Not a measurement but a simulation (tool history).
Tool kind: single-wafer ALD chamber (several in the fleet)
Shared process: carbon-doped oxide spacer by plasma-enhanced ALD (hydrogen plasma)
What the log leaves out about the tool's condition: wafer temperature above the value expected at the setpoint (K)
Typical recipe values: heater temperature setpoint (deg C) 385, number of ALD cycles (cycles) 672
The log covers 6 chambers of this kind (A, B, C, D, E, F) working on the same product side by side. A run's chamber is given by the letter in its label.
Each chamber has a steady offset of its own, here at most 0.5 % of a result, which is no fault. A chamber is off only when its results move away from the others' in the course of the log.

run   hour  heater temperature setpoint (deg C)  number of ALD cycles (cycles)  hours since the last thermocouple change  read-back reference wafer on the same gauge, thickness_nm  mean film thickness on the monitor wafer (angstrom)
 1E    9.9                                  385                            672                                    1138.8                                                     37.084                                               335.92
 2B   18.8                                  385                            672                                        51                                                     37.091                                               336.78
 3A   30.9                                  385                            672                                     814.1                                                     37.091                                               336.06
 4D     43                                  385                            672                                      1352                                                     37.075                                               335.08
 5C   49.3                                  385                            672                                       575                                                     37.075                                               334.17
 6F   55.3                                  385                            672                                       119                                                      37.08                                               334.96
 7F   66.7                                  385                            672                                     130.4                                                     37.079                                               334.99
 8D   79.6                                  385                            672                                    1388.6                                                     37.069                                               334.86
 9A   85.9                                  385                            672                                     869.1                                                     37.062                                               335.03
10C   98.2                                  380                            672                                     623.9                                                     37.058                                               333.94
11E    106                                  380                            672                                    1234.9                                                     37.056                                               334.81
12B  117.5                                  380                            672                                     149.7                                                     37.049                                               335.82
13B    128                                  380                            672                                     160.2                                                     37.028                                                  336
14E  138.6                                  380                            672                                    1267.5                                                     37.041                                               335.22
15F  152.1                                  380                            672                                     215.8                                                     37.033                                               334.23
16A  161.4                                  385                            672                                     944.6                                                     37.033                                               335.36
17C  169.8                                  385                            672                                     695.5                                                     37.017                                               334.56
18D  179.4                                  385                            672                                    1488.4                                                     37.025                                               334.72
19E  190.6                                  385                            672                                    1319.5                                                     37.014                                               335.22
20A  204.1                                  385                            672                                     987.3                                                     37.014                                               334.85
21F  217.4                                  385                            672                                     281.1                                                     36.999                                               334.11
22C  227.7                                  385                            672                                     753.4                                                     37.004                                               333.36
23B  238.7                                  390                            672                                     270.9                                                     36.982                                               336.13
24D  246.3                                  390                            672                                    1555.3                                                     36.979                                               334.36
25D  254.6                                  390                            672                                    1563.6                                                     36.985                                               334.04
     255.4  -- chamber C: thermocouple changed; heater temperature recalibrated
26B  265.2                                  390                            672                                     297.4                                                     36.986                                               335.32
27C  277.2                                  390                            672                                      21.8                                                     36.967                                               333.16
28F  289.3                                  390                            672                                       353                                                     36.962                                               333.56
29E  296.5                                  385                            622                                    1425.4                                                     36.974                                               310.06
30A  308.6                                  385                            622                                    1091.8                                                     36.955                                               309.75
31F    317                                  385                            622                                     380.7                                                     36.945                                               308.86
32B  324.7                                  385                            622                                     356.9                                                     36.953                                               310.34
33E  334.5                                  385                            622                                    1463.4                                                     36.944                                               309.87
34C    346                                  385                            622                                      90.6                                                     36.944                                                307.6
35D  359.1                                  385                            672                                    1668.1                                                     36.942                                                333.5
36A  371.9                                  385                            672                                    1155.1                                                     36.926                                               334.12
37C  385.4                                  385                            573                                       130                                                     36.913                                               284.48
     394.8  -- chamber A: thermocouple changed; heater temperature recalibrated
38A  395.5                                  385                            573                                       0.7                                                     36.911                                               285.24
39D  403.1                                  385                            573                                    1712.1                                                     36.897                                               284.96
40F  411.1                                  385                            573                                     474.8                                                     36.896                                               284.19
41B  424.3                                  385                            573                                     456.5                                                     36.906                                               286.16

Read the log: is a single chamber off, either drifting away or since a service, is the gauge that measures every chamber drifting, or is nothing wrong beyond small per-chamber offsets? Name any odd chamber and what most likely caused it.

Every chamber seems to shift together because the gauge that measures them all drifts; the chambers themselves are fine.
What lies behind it: gauge reads low (%) = 0.553.
